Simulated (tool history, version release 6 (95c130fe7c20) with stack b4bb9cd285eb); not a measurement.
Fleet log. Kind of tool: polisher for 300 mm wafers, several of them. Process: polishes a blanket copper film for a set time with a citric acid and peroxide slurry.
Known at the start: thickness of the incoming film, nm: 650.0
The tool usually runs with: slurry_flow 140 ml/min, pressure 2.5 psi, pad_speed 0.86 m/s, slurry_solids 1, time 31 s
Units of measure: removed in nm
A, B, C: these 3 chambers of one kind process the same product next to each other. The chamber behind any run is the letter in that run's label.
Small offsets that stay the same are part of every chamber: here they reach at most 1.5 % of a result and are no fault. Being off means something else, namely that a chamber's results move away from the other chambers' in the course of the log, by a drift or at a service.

| run | hour | slurry_flow | pressure | pad_speed | slurry_solids | time | wafers polished on this pad | hours since the slurry nozzle was cleaned | hours since the head pressure was calibrated | hours since the slurry blender was calibrated | removed |
|---|---|---|---|---|---|---|---|---|---|---|---|
| 1C | 7 | 140 | 2.5 | 0.86 | 1 | 31 | 1182 | 246.6 | 75.2 | 416.4 | 44.371 |
|  | 7.1 | chamber C: worn pad replaced by a new one |
|  | 13 | chamber B: slurry blender recalibrated |
| 2B | 14.7 | 140 | 2.5 | 0.86 | 1 | 31 | 467 | 440.7 | 372.2 | 1.8 | 44.335 |
|  | 16.5 | chamber A: worn pad replaced by a new one |
| 3A | 21.9 | 140 | 2.5 | 0.86 | 1 | 31 | 43 | 269.6 | 232.9 | 128 | 44.128 |
| 4C | 27.8 | 140 | 2.5 | 0.86 | 1 | 31 | 164 | 267.4 | 96 | 437.2 | 44.158 |
| 5A | 39 | 140 | 2.5 | 0.86 | 1 | 31 | 178 | 286.7 | 250 | 145.1 | 44.534 |
|  | 43.2 | chamber B: worn pad replaced by a new one |
| 6B | 46.7 | 140 | 2.5 | 0.86 | 1 | 31 | 28 | 472.7 | 404.2 | 33.8 | 44.967 |
| 7C | 55.2 | 140 | 2.5 | 0.86 | 1 | 31 | 382 | 294.8 | 123.4 | 464.6 | 44.072 |
| 8B | 63 | 140 | 2.5 | 0.86 | 1 | 31 | 157 | 489 | 420.5 | 50.1 | 44.927 |
| 9A | 72.9 | 140 | 2.5 | 0.86 | 1 | 31 | 447 | 320.6 | 283.9 | 179 | 44.389 |
| 10A | 81.5 | 140 | 2.5 | 0.86 | 1 | 31 | 515 | 329.2 | 292.5 | 187.6 | 44.624 |
|  | 83.8 | chamber A: slurry blender recalibrated |
| 11C | 88.5 | 140 | 2.5 | 0.86 | 1 | 31 | 646 | 328.1 | 156.7 | 497.9 | 44.017 |
|  | 89.1 | chamber C: slurry blender recalibrated |
| 12B | 94.9 | 140 | 2.5 | 0.86 | 1 | 31 | 410 | 520.9 | 452.4 | 82 | 44.138 |
| 13A | 106.8 | 140 | 2.5 | 0.86 | 1 | 31 | 716 | 354.5 | 317.8 | 23.1 | 44.202 |
|  | 113.5 | chamber A: slurry nozzle cleaned |
| 14B | 115.6 | 140 | 2.5 | 0.86 | 1 | 31 | 574 | 541.6 | 473.1 | 102.7 | 44.587 |
| 15C | 123.3 | 140 | 2.5 | 0.86 | 1 | 31 | 922 | 362.9 | 191.5 | 34.2 | 43.929 |
|  | 126.1 | chamber B: head pressure recalibrated |
| 16B | 134.4 | 140 | 2.5 | 0.86 | 1 | 31 | 723 | 560.4 | 8.3 | 121.5 | 44.949 |
|  | 137.8 | chamber B: worn pad replaced by a new one |
|  | 139.2 | chamber A: worn pad replaced by a new one |
| 17A | 143.5 | 140 | 2.5 | 1.1 | 1 | 31 | 34 | 30.1 | 354.5 | 59.8 | 55.992 |
| 18C | 148.9 | 140 | 2.5 | 1.1 | 1 | 31 | 1124 | 388.5 | 217.1 | 59.8 | 55.411 |
| 19C | 154.3 | 140 | 2.5 | 1.1 | 1 | 31 | 1167 | 393.9 | 222.5 | 65.2 | 55.213 |
|  | 159.4 | chamber C: worn pad replaced by a new one |
| 20A | 163 | 140 | 2.5 | 0.86 | 1 | 31 | 189 | 49.6 | 374 | 79.3 | 44.098 |
| 21B | 171.7 | 160 | 2.5 | 0.86 | 1 | 39 | 269 | 597.7 | 45.6 | 158.8 | 57.91 |
| 22A | 180.1 | 160 | 2.5 | 0.86 | 1 | 39 | 324 | 66.7 | 391.1 | 96.4 | 56.523 |
| 23C | 186.4 | 160 | 2.5 | 0.86 | 1 | 39 | 214 | 426 | 254.6 | 97.3 | 56.335 |
| 24B | 191.8 | 140 | 2.5 | 0.86 | 1 | 31 | 428 | 617.8 | 65.7 | 178.9 | 44.256 |
| 25B | 201.5 | 140 | 2.5 | 0.86 | 1 | 31 | 505 | 627.5 | 75.4 | 188.6 | 44.238 |
| 26C | 210.2 | 140 | 2.5 | 0.86 | 1 | 31 | 403 | 449.8 | 278.4 | 121.1 | 42.449 |
| 27A | 215.9 | 140 | 2.5 | 0.86 | 1 | 31 | 608 | 102.5 | 426.9 | 132.2 | 44.5 |
|  | 216.3 | chamber B: worn pad replaced by a new one |
|  | 220.7 | chamber C: head pressure recalibrated |
| 28C | 227.6 | 140 | 2.5 | 0.86 | 1 | 31 | 541 | 467.2 | 6.9 | 138.5 | 41.828 |
| 29B | 236 | 140 | 2.5 | 0.86 | 1 | 31 | 156 | 662 | 109.9 | 223.1 | 44.414 |
|  | 241.2 | chamber A: worn pad replaced by a new one |
| 30A | 241.5 | 140 | 2.5 | 0.86 | 1 | 31 | 3 | 128.1 | 452.5 | 157.8 | 44.423 |

One chamber off, gauge drift, or nothing amiss beyond the chambers' own small offsets? If it is a chamber, which one, and what is the likeliest cause?

It is chamber C that slowly wanders off from its peers.
Likeliest cause: slurry flow missing at the pad, % = 24.4.

Here are 4 candidates for chamber C's next run, each the usual settings with a change, their results left as question marks. Which one brings its results back in line with what the others give on the usual settings?
In-line tolerance around the mean of the other chambers on the usual settings: removed 1.2 nm
| 31C-1 | 250 | 150 | 2.5 | 0.86 | 1 | 31 |  |  |  |  | ? |
| 31C-2 | 250 | 140 | 2.5 | 0.86 | 1 | 33 |  |  |  |  | ? |
| 31C-3 | 250 | 140 | 2.5 | 0.84 | 1 | 31 |  |  |  |  | ? |
| 31C-4 | 250 | 140 | 2.4 | 0.86 | 1 | 30 |  |  |  |  | ? |

On the usual settings, the other chambers give on average: removed 44.408 nm
| run | removed |
|---|---|
| 31C-1 | 42.276 |
| 31C-2 | 44.281 |
| 31C-3 | 40.648 |
| 31C-4 | 38.676 |
31C-2 brings the chamber back in line.

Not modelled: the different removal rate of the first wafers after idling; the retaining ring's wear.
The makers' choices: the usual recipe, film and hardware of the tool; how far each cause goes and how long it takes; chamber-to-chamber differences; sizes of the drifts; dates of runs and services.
